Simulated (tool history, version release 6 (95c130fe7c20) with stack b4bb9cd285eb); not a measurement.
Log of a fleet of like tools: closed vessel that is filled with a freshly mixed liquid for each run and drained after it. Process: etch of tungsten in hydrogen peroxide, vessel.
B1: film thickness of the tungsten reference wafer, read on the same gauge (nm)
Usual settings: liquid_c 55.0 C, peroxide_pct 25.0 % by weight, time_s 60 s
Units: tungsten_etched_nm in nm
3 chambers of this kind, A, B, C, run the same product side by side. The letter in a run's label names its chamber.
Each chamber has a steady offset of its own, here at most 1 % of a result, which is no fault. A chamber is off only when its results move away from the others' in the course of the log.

Run 1C, hour 5.6: usual settings; B1 119.97. Result: tungsten_etched_nm 110.460 nm.
Run 2B, hour 15.0: usual settings; B1 119.98. Result: tungsten_etched_nm 114.560 nm.
Run 3A, hour 20.9: usual settings; B1 120.00. Result: tungsten_etched_nm 113.020 nm.
Run 4B, hour 27.1: usual settings; B1 120.00. Result: tungsten_etched_nm 113.800 nm.
Run 5A, hour 35.9: usual settings; B1 119.99. Result: tungsten_etched_nm 113.720 nm.
Run 6C, hour 42.0: usual settings; B1 119.99. Result: tungsten_etched_nm 111.590 nm.
Run 7B, hour 52.7: usual settings; B1 120.02. Result: tungsten_etched_nm 113.290 nm.
Run 8C, hour 62.8: usual settings; B1 120.01. Result: tungsten_etched_nm 112.010 nm.
Run 9A, hour 73.0: usual settings; B1 120.01. Result: tungsten_etched_nm 112.840 nm.
Run 10A, hour 78.3: usual settings; B1 120.01. Result: tungsten_etched_nm 111.720 nm.
Run 11C, hour 89.2: usual settings; B1 120.01. Result: tungsten_etched_nm 110.130 nm.
Run 12B, hour 98.6: usual settings; B1 120.02. Result: tungsten_etched_nm 113.940 nm.
Run 13C, hour 106.1: usual settings; B1 119.99. Result: tungsten_etched_nm 112.400 nm.
Run 14A, hour 116.8: usual settings; B1 120.00. Result: tungsten_etched_nm 114.160 nm.
Run 15B, hour 123.5: usual settings; B1 120.00. Result: tungsten_etched_nm 113.850 nm.
Run 16C, hour 130.4: usual settings but liquid_c 63.5 C, time_s 90 s; B1 120.00. Result: tungsten_etched_nm 271.110 nm.
At hour 130.7: chamber C: new drum of peroxide connected.
Run 17B, hour 137.8: usual settings but liquid_c 63.5 C, time_s 90 s; B1 120.02. Result: tungsten_etched_nm 277.860 nm.
At hour 142.0: chamber A: new drum of peroxide connected.
Run 18A, hour 147.2: usual settings but liquid_c 63.5 C, time_s 90 s; B1 120.01. Result: tungsten_etched_nm 272.550 nm.
Run 19A, hour 152.0: usual settings but liquid_c 58.5 C; B1 120.02. Result: tungsten_etched_nm 136.870 nm.
At hour 154.6: chamber A: peroxide flow meter replaced.
Run 20B, hour 162.2: usual settings but liquid_c 58.5 C; B1 120.00. Result: tungsten_etched_nm 138.620 nm.
Run 21C, hour 170.5: usual settings but liquid_c 58.5 C; B1 119.98. Result: tungsten_etched_nm 134.740 nm.
Run 22C, hour 177.1: usual settings; B1 120.02. Result: tungsten_etched_nm 109.110 nm.
Run 23B, hour 185.4: usual settings; B1 120.00. Result: tungsten_etched_nm 115.320 nm.
Run 24A, hour 196.3: usual settings; B1 119.98. Result: tungsten_etched_nm 113.990 nm.
Run 25C, hour 201.1: usual settings but liquid_c 62.0 C; B1 120.02. Result: tungsten_etched_nm 164.270 nm.
Run 26B, hour 210.0: usual settings but liquid_c 62.0 C; B1 120.01. Result: tungsten_etched_nm 170.480 nm.
At hour 215.7: chamber C: peroxide flow meter replaced.
Run 27A, hour 219.1: usual settings but liquid_c 62.0 C; B1 120.01. Result: tungsten_etched_nm 170.500 nm.
Run 28C, hour 228.2: usual settings; B1 120.03. Result: tungsten_etched_nm 108.550 nm.
Run 29A, hour 234.3: usual settings; B1 120.01. Result: tungsten_etched_nm 112.110 nm.
Run 30B, hour 243.6: usual settings but peroxide_pct 21.5 % by weight; B1 120.01. Result: tungsten_etched_nm 106.450 nm.
Run 31A, hour 248.5: usual settings but peroxide_pct 21.5 % by weight; B1 120.01. Result: tungsten_etched_nm 104.410 nm.
Run 32C, hour 256.7: usual settings but peroxide_pct 21.5 % by weight; B1 120.01. Result: tungsten_etched_nm 98.969 nm.
Run 33B, hour 266.3: usual settings; B1 120.01. Result: tungsten_etched_nm 114.650 nm.
Run 34C, hour 273.2: usual settings; B1 119.98. Result: tungsten_etched_nm 107.150 nm.
At hour 278.8: chamber B: peroxide flow meter replaced.
Run 35B, hour 282.8: usual settings; B1 119.99. Result: tungsten_etched_nm 113.750 nm.
Run 36A, hour 292.5: usual settings; B1 119.99. Result: tungsten_etched_nm 115.010 nm.
Run 37C, hour 298.1: usual settings; B1 119.99. Result: tungsten_etched_nm 106.590 nm.
Run 38B, hour 307.0: usual settings; B1 119.97. Result: tungsten_etched_nm 113.180 nm.
Run 39A, hour 312.5: usual settings; B1 119.99. Result: tungsten_etched_nm 113.000 nm.
Run 40C, hour 321.0: usual settings; B1 120.00. Result: tungsten_etched_nm 106.210 nm.
Run 41B, hour 326.9: usual settings; B1 120.00. Result: tungsten_etched_nm 111.590 nm.
Run 42A, hour 331.8: usual settings; B1 120.01. Result: tungsten_etched_nm 112.960 nm.
Run 43A, hour 341.8: usual settings; B1 120.01. Result: tungsten_etched_nm 112.760 nm.

Next, every chamber runs the same settings. What will each give?
Run 44A, hour 349.8: usual settings but peroxide_pct 30.0 % by weight. Result: tungsten_etched_nm ?.
Run 44B, hour 349.8: usual settings but peroxide_pct 30.0 % by weight. Result: tungsten_etched_nm ?.
Run 44C, hour 349.8: usual settings but peroxide_pct 30.0 % by weight. Result: tungsten_etched_nm ?.

run  tungsten_etched_nm
44A             122.360
44B             123.590
44C             115.940
